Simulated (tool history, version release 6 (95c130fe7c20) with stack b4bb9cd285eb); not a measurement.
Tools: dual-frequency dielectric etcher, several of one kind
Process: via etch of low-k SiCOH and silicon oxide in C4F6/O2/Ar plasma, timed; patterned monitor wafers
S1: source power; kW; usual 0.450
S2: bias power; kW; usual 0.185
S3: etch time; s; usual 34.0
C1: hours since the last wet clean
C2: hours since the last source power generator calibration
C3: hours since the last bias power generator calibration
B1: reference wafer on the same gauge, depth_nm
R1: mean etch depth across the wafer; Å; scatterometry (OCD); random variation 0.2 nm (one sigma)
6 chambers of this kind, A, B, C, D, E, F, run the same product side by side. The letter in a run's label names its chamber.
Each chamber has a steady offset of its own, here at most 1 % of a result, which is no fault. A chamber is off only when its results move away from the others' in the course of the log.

run   hour     S1     S2    S3     C1      C2      C3      B1       R1
 1B    9.6  0.450  0.185  34.0   74.9   546.5  2174.7  96.130   851.90
 2C   19.4  0.450  0.185  34.0  239.8   186.0  3483.7  96.075   858.50
 3E   30.5  0.450  0.185  34.0  372.7  1942.2   555.3  96.175   844.44
 4A   42.2  0.450  0.185  34.0  299.7  2030.6   387.3  96.106   848.99
 5F   51.5  0.450  0.161  41.0  251.2  1484.9   563.4  96.089   980.97
 6D   66.3  0.450  0.161  41.0   73.1  2380.2  2182.2  96.118   986.88
 7B   79.1  0.450  0.161  41.0  144.4   616.0  2244.2  96.151   987.97
 8A   89.8  0.450  0.161  41.0  347.3  2078.2   434.9  96.048   974.23
 9E  103.1  0.450  0.161  41.0  445.3  2014.8   627.9  96.172   986.61
10F  112.9  0.450  0.161  41.0  312.6  1546.3   624.8  96.166   978.28
11C  122.3  0.450  0.185  34.0  342.7   288.9  3586.6  96.124   855.77
12D  131.0  0.450  0.147  27.5  137.8  2444.9  2246.9  96.114   641.35
     135.4  -- chamber C: wet clean of the chamber
     138.9  -- chamber E: wet clean of the chamber
13E  139.0  0.450  0.147  27.5    0.1  2050.7   663.8  96.077   639.71
14C  149.2  0.450  0.147  27.5   13.8   315.8  3613.5  96.187   645.25
15F  156.0  0.450  0.147  27.5  355.7  1589.4   667.9  96.102   638.40
16D  165.2  0.450  0.147  27.5  172.0  2479.1  2281.1  96.093   641.66
     166.8  -- chamber F: wet clean of the chamber
17A  176.4  0.450  0.147  27.5  433.9  2164.8   521.5  96.076   634.66
18B  190.1  0.450  0.185  34.0  255.4   727.0  2355.2  96.112   852.16
19D  203.7  0.540  0.185  40.5  210.5  2517.6  2319.6  96.070  1096.60
20E  216.9  0.540  0.185  40.5   78.0  2128.6   741.7  96.107  1087.50
21A  225.4  0.540  0.185  40.5  482.9  2213.8   570.5  96.131  1076.30
22F  238.4  0.540  0.185  40.5   71.6  1671.8   750.3  96.081  1060.70
23B  245.3  0.540  0.185  40.5  310.6   782.2  2410.4  96.086  1094.70
24C  254.5  0.540  0.185  40.5  119.1   421.1  3718.8  96.087  1092.30
25E  261.1  0.450  0.185  34.0  122.2  2172.8   785.9  96.102   850.65
26A  270.0  0.450  0.185  34.0  527.5  2258.4   615.1  96.064   844.59
27F  280.7  0.450  0.185  34.0  113.9  1714.1   792.6  96.051   830.79
28C  292.0  0.410  0.221  34.0  156.6   458.6  3756.3  96.084   875.07
29D  303.6  0.410  0.221  34.0  310.4  2617.5  2419.5  96.159   869.17
30B  317.4  0.410  0.221  34.0  382.7   854.3  2482.5  96.143   871.77
31B  325.2  0.410  0.221  34.0  390.5   862.1  2490.3  96.108   870.55
     329.7  -- chamber A: wet clean of the chamber
32C  333.7  0.410  0.221  34.0  198.3   500.3  3798.0  96.071   876.41
33E  342.8  0.410  0.221  34.0  203.9  2254.5   867.6  96.167   870.41
34A  357.2  0.450  0.225  34.0   27.5  2345.6   702.3  96.096   902.53
35F  370.6  0.450  0.225  34.0  203.8  1804.0   882.5  96.097   885.66
36D  384.6  0.450  0.225  34.0  391.4  2698.5  2500.5  96.118   912.40
     395.3  -- chamber D: wet clean of the chamber
37D  397.6  0.450  0.225  34.0    2.4  2711.5  2513.5  96.107   906.80
38F  404.9  0.450  0.225  34.0  238.1  1838.3   916.8  96.113   886.29
39A  414.1  0.450  0.225  34.0   84.4  2402.5   759.2  96.112   897.79
40E  426.7  0.450  0.185  34.0  287.8  2338.4   951.5  96.132   851.53
41C  438.9  0.450  0.185  34.0  303.5   605.5  3903.2  96.141   860.35

All 6 chambers run these settings next. Forecast each chamber's results:
42A  449.4  0.450  0.185  34.0                   ?
42B  449.4  0.450  0.185  34.0                   ?
42C  449.4  0.450  0.185  34.0                   ?
42D  449.4  0.450  0.185  34.0                   ?
42E  449.4  0.450  0.185  34.0                   ?
42F  449.4  0.450  0.185  34.0                   ?

run      R1
42A  845.32
42B  850.47
42C  856.34
42D  856.46
42E  851.21
42F  833.57

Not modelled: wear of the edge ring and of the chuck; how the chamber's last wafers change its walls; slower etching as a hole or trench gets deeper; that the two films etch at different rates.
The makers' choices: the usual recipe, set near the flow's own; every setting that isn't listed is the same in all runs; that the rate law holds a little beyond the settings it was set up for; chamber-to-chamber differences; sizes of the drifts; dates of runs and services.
